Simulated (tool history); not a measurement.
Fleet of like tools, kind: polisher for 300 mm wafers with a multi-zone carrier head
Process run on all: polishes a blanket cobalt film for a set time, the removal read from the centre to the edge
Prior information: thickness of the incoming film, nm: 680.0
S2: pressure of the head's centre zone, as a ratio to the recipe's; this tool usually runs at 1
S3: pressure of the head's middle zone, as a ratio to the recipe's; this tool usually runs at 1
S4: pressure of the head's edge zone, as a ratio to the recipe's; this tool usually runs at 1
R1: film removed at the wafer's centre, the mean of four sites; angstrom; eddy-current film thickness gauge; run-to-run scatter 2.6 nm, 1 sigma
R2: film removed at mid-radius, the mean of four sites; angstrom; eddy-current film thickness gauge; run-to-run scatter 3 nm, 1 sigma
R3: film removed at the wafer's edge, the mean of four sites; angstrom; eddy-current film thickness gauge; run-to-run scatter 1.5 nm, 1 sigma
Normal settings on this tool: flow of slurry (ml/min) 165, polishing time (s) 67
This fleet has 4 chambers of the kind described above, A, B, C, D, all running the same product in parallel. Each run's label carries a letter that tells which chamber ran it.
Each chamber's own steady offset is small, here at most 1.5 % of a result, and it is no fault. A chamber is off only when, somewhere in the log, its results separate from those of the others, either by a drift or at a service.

run 1A hour=6.8 | flow_of_slurry_(ml/min)=165 S2=1 S3=1 S4=1 polishing_time_(s)=67 | R1=2022.6 R2=1991.9 R3=1959.6
run 2C hour=13.2 | flow_of_slurry_(ml/min)=165 S2=1 S3=1 S4=1 polishing_time_(s)=67 | R1=2040.5 R2=1927.9 R3=2009.2
-- hour=15.8 chamber B: worn pad replaced by a new one
run 3D hour=18.4 | flow_of_slurry_(ml/min)=165 S2=1 S3=1 S4=1 polishing_time_(s)=67 | R1=1959.5 R2=1964.4 R3=1995.1
run 4B hour=24.4 | flow_of_slurry_(ml/min)=165 S2=1 S3=1 S4=1 polishing_time_(s)=67 | R1=1964 R2=2008.5 R3=1998.6
run 5C hour=30.2 | flow_of_slurry_(ml/min)=210 S2=1 S3=1 S4=1 polishing_time_(s)=54 | R1=1716.2 R2=1661.4 R3=1650.8
run 6A hour=34.8 | flow_of_slurry_(ml/min)=210 S2=1 S3=1 S4=1 polishing_time_(s)=54 | R1=1715.7 R2=1687.4 R3=1630.8
run 7D hour=42 | flow_of_slurry_(ml/min)=210 S2=1 S3=1 S4=1 polishing_time_(s)=54 | R1=1668.4 R2=1619.6 R3=1661.1
-- hour=48.9 chamber D: worn pad replaced by a new one
run 8B hour=49 | flow_of_slurry_(ml/min)=210 S2=1 S3=1 S4=1 polishing_time_(s)=54 | R1=1697.4 R2=1674 R3=1683.1
run 9A hour=53.3 | flow_of_slurry_(ml/min)=165 S2=1 S3=1 S4=1 polishing_time_(s)=67 | R1=1968 R2=1972.9 R3=1961.3
run 10C hour=57.5 | flow_of_slurry_(ml/min)=165 S2=1 S3=1 S4=1 polishing_time_(s)=67 | R1=1992.6 R2=1944 R3=2024.3
-- hour=61.8 chamber A: slurry nozzle cleaned
run 11B hour=62.3 | flow_of_slurry_(ml/min)=165 S2=1 S3=1 S4=1 polishing_time_(s)=67 | R1=1999.9 R2=2023.5 R3=1983.2
-- hour=65.7 chamber A: worn pad replaced by a new one
run 12D hour=68.5 | flow_of_slurry_(ml/min)=205 S2=1.05 S3=1 S4=1 polishing_time_(s)=67 | R1=2172.6 R2=2033.9 R3=2067
-- hour=73.4 chamber B: worn pad replaced by a new one
run 13A hour=74.2 | flow_of_slurry_(ml/min)=205 S2=1.05 S3=1 S4=1 polishing_time_(s)=67 | R1=2231.4 R2=2105.9 R3=1995.3
run 14D hour=80 | flow_of_slurry_(ml/min)=205 S2=1.05 S3=1 S4=1 polishing_time_(s)=67 | R1=2211.2 R2=2040 R3=2049.7
run 15B hour=87.5 | flow_of_slurry_(ml/min)=205 S2=1.05 S3=1 S4=1 polishing_time_(s)=67 | R1=2190.5 R2=2110.3 R3=2072.8
run 16C hour=91.8 | flow_of_slurry_(ml/min)=165 S2=1 S3=1.11 S4=0.89 polishing_time_(s)=67 | R1=1988.3 R2=2162.5 R3=1867.8
-- hour=93.3 chamber B: slurry nozzle cleaned
run 17A hour=98.2 | flow_of_slurry_(ml/min)=165 S2=1 S3=1.11 S4=0.89 polishing_time_(s)=67 | R1=2085.3 R2=2239.9 R3=1856
-- hour=101.1 chamber D: worn pad replaced by a new one
run 18D hour=105.6 | flow_of_slurry_(ml/min)=165 S2=1 S3=1.11 S4=0.89 polishing_time_(s)=67 | R1=1965.6 R2=2190.3 R3=1887.1
-- hour=106.9 chamber C: worn pad replaced by a new one
run 19B hour=111 | flow_of_slurry_(ml/min)=165 S2=1 S3=1.11 S4=0.89 polishing_time_(s)=67 | R1=1984.6 R2=2175.3 R3=1865.5
run 20C hour=118.6 | flow_of_slurry_(ml/min)=165 S2=1 S3=1 S4=1 polishing_time_(s)=67 | R1=2022.6 R2=2011.9 R3=2011.5
-- hour=121.9 chamber B: worn pad replaced by a new one
run 21A hour=126 | flow_of_slurry_(ml/min)=165 S2=1 S3=1 S4=1 polishing_time_(s)=67 | R1=2144.4 R2=1974.6 R3=1961.5
run 22D hour=132.2 | flow_of_slurry_(ml/min)=165 S2=1 S3=1 S4=1 polishing_time_(s)=67 | R1=2000.5 R2=2008.5 R3=1992.5
run 23B hour=136.3 | flow_of_slurry_(ml/min)=165 S2=1 S3=1 S4=1 polishing_time_(s)=67 | R1=1944 R2=2033.5 R3=2026.1
run 24C hour=140.5 | flow_of_slurry_(ml/min)=165 S2=1 S3=1 S4=1 polishing_time_(s)=67 | R1=1966.8 R2=1969.1 R3=1982
-- hour=144.9 chamber A: edge zone pressure recalibrated
run 25C hour=146 | flow_of_slurry_(ml/min)=165 S2=1 S3=1 S4=1 polishing_time_(s)=67 | R1=1973 R2=1963.4 R3=2015.5
-- hour=149.1 chamber C: edge zone pressure recalibrated
run 26D hour=149.6 | flow_of_slurry_(ml/min)=165 S2=1 S3=1 S4=1 polishing_time_(s)=58 | R1=1709.6 R2=1742.5 R3=1734.1
-- hour=153.5 chamber D: worn pad replaced by a new one
run 27A hour=157.3 | flow_of_slurry_(ml/min)=165 S2=1 S3=1 S4=1 polishing_time_(s)=58 | R1=1866.6 R2=1739.2 R3=1686.8
run 28B hour=164.4 | flow_of_slurry_(ml/min)=165 S2=1 S3=1 S4=1 polishing_time_(s)=58 | R1=1774.7 R2=1740.4 R3=1720.3
run 29C hour=168.3 | flow_of_slurry_(ml/min)=165 S2=1 S3=1 S4=1 polishing_time_(s)=58 | R1=1757.1 R2=1698.9 R3=1744.3
-- hour=170.2 chamber A: worn pad replaced by a new one
run 30A hour=173.7 | flow_of_slurry_(ml/min)=165 S2=1 S3=1 S4=1 polishing_time_(s)=67 | R1=2199 R2=1982.7 R3=1961.7
run 31D hour=178.2 | flow_of_slurry_(ml/min)=165 S2=1 S3=1 S4=1 polishing_time_(s)=67 | R1=2028.2 R2=1990.7 R3=2008.5

Is one chamber out of step, is the gauge drifting, or do the chambers differ by no more than their own small offsets? For an off chamber, give its letter and the likeliest cause.

It is chamber A that slowly wanders off from its peers.
What lies behind it: centre zone's pressure above its setpoint, % = 8.35.

Which of the 4 candidates below, each the usual settings with something changed and its results left as question marks, puts chamber A back in line with what the other chambers give on the usual settings?
In line means no further than this from the other chambers' mean on the usual settings: R1 91 angstrom; R2 100 angstrom; R3 51 angstrom
run 32A-1 hour=184 | flow_of_slurry_(ml/min)=150 S2=0.85 S3=1 S4=1.07 polishing_time_(s)=67 | R1=? R2=? R3=?
run 32A-2 hour=184 | flow_of_slurry_(ml/min)=155 S2=0.92 S3=1 S4=1.04 polishing_time_(s)=67 | R1=? R2=? R3=?
run 32A-3 hour=184 | flow_of_slurry_(ml/min)=180 S2=1.15 S3=1 S4=0.93 polishing_time_(s)=67 | R1=? R2=? R3=?
run 32A-4 hour=184 | flow_of_slurry_(ml/min)=175 S2=1.08 S3=1 S4=0.96 polishing_time_(s)=67 | R1=? R2=? R3=?

Average result of the remaining chambers running the usual settings: R1 1989.1 angstrom; R2 1988.9 angstrom; R3 2001.3 angstrom
run=32A-1 R1=1819.7 R2=1971.1 R3=2025.9
run=32A-2 R1=1998.6 R2=1982.5 R3=2004.5
run=32A-3 R1=2619.5 R2=2031.6 R3=1928.4
run=32A-4 R1=2435.9 R2=2023.1 R3=1952.9
Change 32A-2 lands the chamber within the allowed miss of the other chambers.

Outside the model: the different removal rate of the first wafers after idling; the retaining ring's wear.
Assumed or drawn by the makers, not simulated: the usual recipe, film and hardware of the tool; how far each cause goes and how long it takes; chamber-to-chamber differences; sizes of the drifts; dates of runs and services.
